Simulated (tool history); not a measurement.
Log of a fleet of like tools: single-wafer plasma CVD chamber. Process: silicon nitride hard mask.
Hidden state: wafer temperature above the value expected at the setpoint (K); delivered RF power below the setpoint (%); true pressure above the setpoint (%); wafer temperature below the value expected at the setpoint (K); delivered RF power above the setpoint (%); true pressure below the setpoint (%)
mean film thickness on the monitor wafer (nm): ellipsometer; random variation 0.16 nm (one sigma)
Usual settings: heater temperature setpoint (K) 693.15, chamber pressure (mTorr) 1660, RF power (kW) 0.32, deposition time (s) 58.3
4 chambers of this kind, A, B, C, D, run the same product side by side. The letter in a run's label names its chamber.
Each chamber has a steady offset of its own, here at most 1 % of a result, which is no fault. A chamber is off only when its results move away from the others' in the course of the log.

| run | day | heater temperature setpoint (K) | chamber pressure (mTorr) | RF power (kW) | deposition time (s) | hours since the last thermocouple change | hours since the last RF generator calibration | hours since the last manometer calibration | read-back reference wafer on the same gauge, thickness_nm | mean film thickness on the monitor wafer (nm) |
|---|---|---|---|---|---|---|---|---|---|---|
| 1C | 0.208 | 693.15 | 1660 | 0.32 | 58.3 | 2435.7 | 393.5 | 1152.2 | 59.599 | 70.455 |
| 2D | 0.517 | 693.15 | 1660 | 0.32 | 58.3 | 1407.7 | 1972.1 | 1256.9 | 59.613 | 70.447 |
| 3B | 0.804 | 693.15 | 1660 | 0.32 | 58.3 | 1232.7 | 203.5 | 1461.2 | 59.576 | 69.707 |
| 4A | 1.133 | 693.15 | 1660 | 0.32 | 58.3 | 275.6 | 1548.8 | 1104.6 | 59.606 | 70.226 |
| 5A | 1.388 | 693.15 | 1660 | 0.265 | 58.3 | 281.7 | 1554.9 | 1110.7 | 59.611 | 61.851 |
| 6C | 1.579 | 693.15 | 1660 | 0.265 | 58.3 | 2468.6 | 426.4 | 1185.1 | 59.601 | 62.138 |
| 7B | 1.783 | 693.15 | 1660 | 0.265 | 58.3 | 1256.2 | 227 | 1484.7 | 59.583 | 61.411 |
| 8D | 2.112 | 693.15 | 1660 | 0.265 | 58.3 | 1446 | 2010.4 | 1295.2 | 59.57 | 62.331 |
| 9A | 2.358 | 693.15 | 1660 | 0.32 | 58.3 | 305 | 1578.2 | 1134 | 59.576 | 70.376 |
| 10B | 2.583 | 693.15 | 1660 | 0.32 | 58.3 | 1275.4 | 246.2 | 1503.9 | 59.578 | 70.145 |
| 11C | 2.9 | 680.15 | 1660 | 0.27 | 58.3 | 2500.3 | 458.1 | 1216.8 | 59.579 | 63.439 |
| 12D | 3.233 | 680.15 | 1660 | 0.27 | 58.3 | 1472.9 | 2037.3 | 1322.1 | 59.642 | 63.406 |
| 13B | 3.533 | 680.15 | 1660 | 0.27 | 58.3 | 1298.2 | 269 | 1526.7 | 59.578 | 62.387 |
| 14C | 3.792 | 680.15 | 1660 | 0.27 | 58.3 | 2521.7 | 479.5 | 1238.2 | 59.589 | 63.223 |
|  | 3.883 | chamber D: capacitance manometer re-zeroed and calibrated |
|  | 3.946 | chamber A: capacitance manometer re-zeroed and calibrated |
| 15D | 3.946 | 693.15 | 1660 | 0.32 | 58.3 | 1490 | 2054.4 | 1.6 | 59.596 | 69.078 |
| 16A | 4.238 | 693.15 | 1660 | 0.32 | 58.3 | 350.1 | 1623.3 | 7 | 59.649 | 70.244 |
| 17A | 4.492 | 693.15 | 1660 | 0.32 | 58.3 | 356.2 | 1629.4 | 13.1 | 59.607 | 70.132 |
| 18C | 4.742 | 693.15 | 1660 | 0.32 | 47 | 2544.5 | 502.3 | 1261 | 59.617 | 57.01 |
| 19D | 4.892 | 693.15 | 1660 | 0.32 | 47 | 1512.7 | 2077.1 | 24.3 | 59.607 | 55.789 |
|  | 5.129 | chamber D: thermocouple changed; heater temperature recalibrated |
| 20B | 5.167 | 693.15 | 1660 | 0.32 | 47 | 1337.4 | 308.2 | 1565.9 | 59.62 | 56.346 |
| 21B | 5.417 | 693.15 | 1660 | 0.32 | 47 | 1343.4 | 314.2 | 1571.9 | 59.589 | 56.11 |
| 22C | 5.642 | 693.15 | 1660 | 0.32 | 58.3 | 2566.1 | 523.9 | 1282.6 | 59.598 | 70.679 |
| 23D | 5.85 | 693.15 | 1660 | 0.32 | 58.3 | 17.3 | 2100.1 | 47.3 | 59.592 | 68.947 |
| 24A | 6.129 | 693.15 | 1660 | 0.32 | 58.3 | 395.5 | 1668.7 | 52.4 | 59.572 | 69.882 |

Is one chamber off against the others, does the gauge drift, or is nothing wrong? If a chamber is off, say which, and what the likeliest cause is.

A service left chamber D off against the others.
Cause: true pressure below the setpoint (%) = 7.

Here are 4 candidates for chamber D's next run, each the usual settings with a change, their results left as question marks. Which one brings its results back in line with what the others give on the usual settings?
In line means no further than this from the other chambers' mean on the usual settings: mean film thickness on the monitor wafer (nm) 0.56
| 25D-1 | 6.379 | 693.15 | 1750 | 0.32 | 58.3 |  |  |  |  | ? |
| 25D-2 | 6.379 | 693.15 | 1660 | 0.32 | 57.3 |  |  |  |  | ? |
| 25D-3 | 6.379 | 693.15 | 1670 | 0.325 | 59.5 |  |  |  |  | ? |
| 25D-4 | 6.379 | 693.15 | 1650 | 0.315 | 57.1 |  |  |  |  | ? |

The other chambers' mean on the usual settings: mean film thickness on the monitor wafer (nm) 70.197
| run | mean film thickness on the monitor wafer (nm) |
|---|---|
| 25D-1 | 70.086 |
| 25D-2 | 67.847 |
| 25D-3 | 71.276 |
| 25D-4 | 66.814 |
25D-1 brings the chamber back in line.
